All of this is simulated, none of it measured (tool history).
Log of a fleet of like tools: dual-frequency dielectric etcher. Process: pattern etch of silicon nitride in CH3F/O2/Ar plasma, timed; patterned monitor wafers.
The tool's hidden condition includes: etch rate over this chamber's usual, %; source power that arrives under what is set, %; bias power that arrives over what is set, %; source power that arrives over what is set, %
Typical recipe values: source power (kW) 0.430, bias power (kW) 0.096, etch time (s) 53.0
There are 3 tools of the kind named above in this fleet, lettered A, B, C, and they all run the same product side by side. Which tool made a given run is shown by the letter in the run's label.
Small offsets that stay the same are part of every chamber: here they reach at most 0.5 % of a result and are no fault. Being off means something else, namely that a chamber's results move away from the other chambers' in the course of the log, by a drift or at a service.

run,hour,source power (kW),bias power (kW),etch time (s),hours since the last wet clean,hours since the last source power generator calibration,hours since the last bias power generator calibration,"read-back reference wafer on the same gauge, depth_nm",mean etch depth across the wafer (nm)
1C,10.7,0.430,0.096,53.0,90.3,2245.1,3539.1,46.879,42.293
2A,16.5,0.430,0.096,53.0,304.3,1726.0,868.1,46.883,42.118
3B,24.7,0.430,0.096,53.0,143.1,1844.0,428.2,46.885,42.305
4B,34.2,0.430,0.096,53.0,152.6,1853.5,437.7,46.866,42.421
5C,45.9,0.430,0.096,53.0,125.5,2280.3,3574.3,46.857,42.114
6A,52.7,0.430,0.108,61.5,340.5,1762.2,904.3,46.863,50.932
7B,63.5,0.430,0.108,61.5,181.9,1882.8,467.0,46.844,51.381
8A,75.2,0.430,0.108,61.5,363.0,1784.7,926.8,46.844,50.961
9C,82.8,0.430,0.096,53.0,162.4,2317.2,3611.2,46.821,42.239
10B,93.9,0.430,0.075,37.5,212.3,1913.2,497.4,46.815,27.417
11A,103.8,0.430,0.075,37.5,391.6,1813.3,955.4,46.814,27.284
12C,114.5,0.430,0.075,37.5,194.1,2348.9,3642.9,46.811,27.337
13A,124.2,0.430,0.096,53.0,412.0,1833.7,975.8,46.783,42.017
14B,132.0,0.430,0.096,53.0,250.4,1951.3,535.5,46.798,42.313
15C,142.6,0.430,0.096,53.0,222.2,2377.0,3671.0,46.759,42.106
16A,153.4,0.430,0.117,53.0,441.2,1862.9,1005.0,46.778,45.247
17B,164.1,0.430,0.117,53.0,282.5,1983.4,567.6,46.766,45.524
18C,171.9,0.430,0.117,53.0,251.5,2406.3,3700.3,46.730,45.347
19B,180.9,0.430,0.096,53.0,299.3,2000.2,584.4,46.731,42.214
20A,191.8,0.430,0.096,53.0,479.6,1901.3,1043.4,46.737,41.968
21C,201.4,0.430,0.096,53.0,281.0,2435.8,3729.8,46.731,42.062
22B,208.7,0.430,0.096,53.0,327.1,2028.0,612.2,46.735,42.175
23A,215.9,0.430,0.096,53.0,503.7,1925.4,1067.5,46.717,41.937
24C,226.4,0.430,0.096,53.0,306.0,2460.8,3754.8,46.718,42.098
25A,236.8,0.430,0.096,53.0,524.6,1946.3,1088.4,46.694,41.953
26B,242.4,0.430,0.105,53.0,360.8,2061.7,645.9,46.679,43.654

Does one chamber stand apart from the rest, does the shared gauge drift, or is all well apart from small per-chamber offsets? Give the chamber and the most likely cause, where there is one.

No chamber is off; the gauge reading every chamber's wafers drifts, which makes the whole fleet appear to move together.
What lies behind it: gauge reads low (%) = 0.458.

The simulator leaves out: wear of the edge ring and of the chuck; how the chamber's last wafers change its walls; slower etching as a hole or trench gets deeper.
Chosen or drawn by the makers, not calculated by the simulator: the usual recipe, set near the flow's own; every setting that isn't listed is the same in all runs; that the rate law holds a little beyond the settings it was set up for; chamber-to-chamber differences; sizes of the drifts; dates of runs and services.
